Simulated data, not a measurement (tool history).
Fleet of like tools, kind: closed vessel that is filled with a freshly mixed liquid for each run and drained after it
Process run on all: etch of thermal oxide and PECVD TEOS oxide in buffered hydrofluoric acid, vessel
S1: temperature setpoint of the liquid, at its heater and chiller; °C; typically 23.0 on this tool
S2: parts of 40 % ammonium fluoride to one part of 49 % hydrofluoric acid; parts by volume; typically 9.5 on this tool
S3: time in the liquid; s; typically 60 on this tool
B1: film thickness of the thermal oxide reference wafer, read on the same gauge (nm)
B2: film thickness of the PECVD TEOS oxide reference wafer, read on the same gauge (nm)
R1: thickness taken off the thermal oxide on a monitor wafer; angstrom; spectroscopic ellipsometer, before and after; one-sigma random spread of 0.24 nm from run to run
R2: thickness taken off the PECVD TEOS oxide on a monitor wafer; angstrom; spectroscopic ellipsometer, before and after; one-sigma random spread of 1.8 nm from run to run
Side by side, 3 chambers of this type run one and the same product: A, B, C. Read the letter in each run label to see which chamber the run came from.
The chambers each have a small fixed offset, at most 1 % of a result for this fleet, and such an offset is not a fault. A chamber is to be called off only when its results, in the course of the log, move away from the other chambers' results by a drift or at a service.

run	hour	S1	S2	S3	B1	B2	R1	R2
1B	5.8	23.0	9.5	60	40.023	100.000	661.02	2238.1
2C	10.9	23.0	9.5	60	39.998	99.988	655.90	2259.1
3A	14.7	23.0	9.5	60	39.979	100.020	653.48	2238.0
4A	22.9	23.0	9.5	60	39.994	99.979	654.25	2188.9
5C	31.7	23.0	9.5	60	40.010	100.020	658.29	2270.1
6B	37.7	19.5	11.5	60	39.976	100.020	458.14	1549.4
7A	42.8	19.5	11.5	60	40.006	100.040	455.08	1550.0
8B	49.5	19.5	11.5	60	40.029	100.000	461.25	1548.9
# hour 51.4: chamber C: hydrofluoric acid flow meter replaced
9C	57.1	23.0	9.5	60	40.037	99.996	659.60	2256.0
10B	61.1	23.0	9.5	60	39.996	100.040	659.68	2247.2
11C	68.4	23.0	9.5	30	39.997	99.997	328.55	1116.7
12A	76.7	23.0	9.5	30	40.030	100.020	326.67	1113.6
13A	83.5	23.0	9.5	30	40.002	100.010	326.71	1126.2
14C	89.8	23.0	9.5	60	39.989	100.020	662.29	2246.7
15B	95.6	23.0	9.5	60	39.984	99.990	656.18	2227.0
16C	101.3	23.0	12.0	60	40.020	100.000	532.78	1819.1
17A	109.4	23.0	12.0	60	40.014	100.010	531.63	1806.1
18B	117.5	23.0	12.0	60	39.994	100.000	528.87	1820.5
19A	122.9	23.0	9.5	60	40.039	99.989	653.13	2224.3
20C	126.9	23.0	9.5	60	40.005	100.000	654.00	2265.9
21B	131.9	23.0	9.5	60	39.986	99.990	661.71	2235.8
22C	137.1	23.0	9.5	60	39.980	100.010	660.46	2244.7
23A	141.5	23.0	9.5	60	39.985	99.980	653.38	2238.3
24B	149.9	23.0	9.5	60	39.992	99.988	652.58	2242.2
25B	156.0	23.0	9.5	60	39.963	99.967	657.27	2251.2
26C	160.5	23.0	9.5	60	40.046	99.979	655.82	2259.7
27A	165.8	23.0	9.5	60	39.999	99.957	652.04	2194.3
28A	171.5	23.0	9.5	60	39.960	99.998	650.27	2280.4
29B	179.1	23.0	9.5	60	40.018	99.998	658.52	2204.7
30C	186.8	23.0	9.5	60	39.984	100.010	661.24	2236.9
31A	192.8	23.0	9.5	60	39.982	100.020	650.28	2233.7
32C	199.1	23.0	9.5	60	39.965	99.998	656.47	2261.2
33B	204.9	23.0	9.5	60	39.979	99.994	657.27	2211.5
34A	212.8	23.0	9.5	60	39.997	100.040	657.32	2228.8

Does one chamber stand apart from the rest, does the shared gauge drift, or is all well apart from small per-chamber offsets? Give the chamber and the most likely cause, where there is one.

Nothing is wrong: each chamber keeps only its own small, steady offset and the gauge holds still.

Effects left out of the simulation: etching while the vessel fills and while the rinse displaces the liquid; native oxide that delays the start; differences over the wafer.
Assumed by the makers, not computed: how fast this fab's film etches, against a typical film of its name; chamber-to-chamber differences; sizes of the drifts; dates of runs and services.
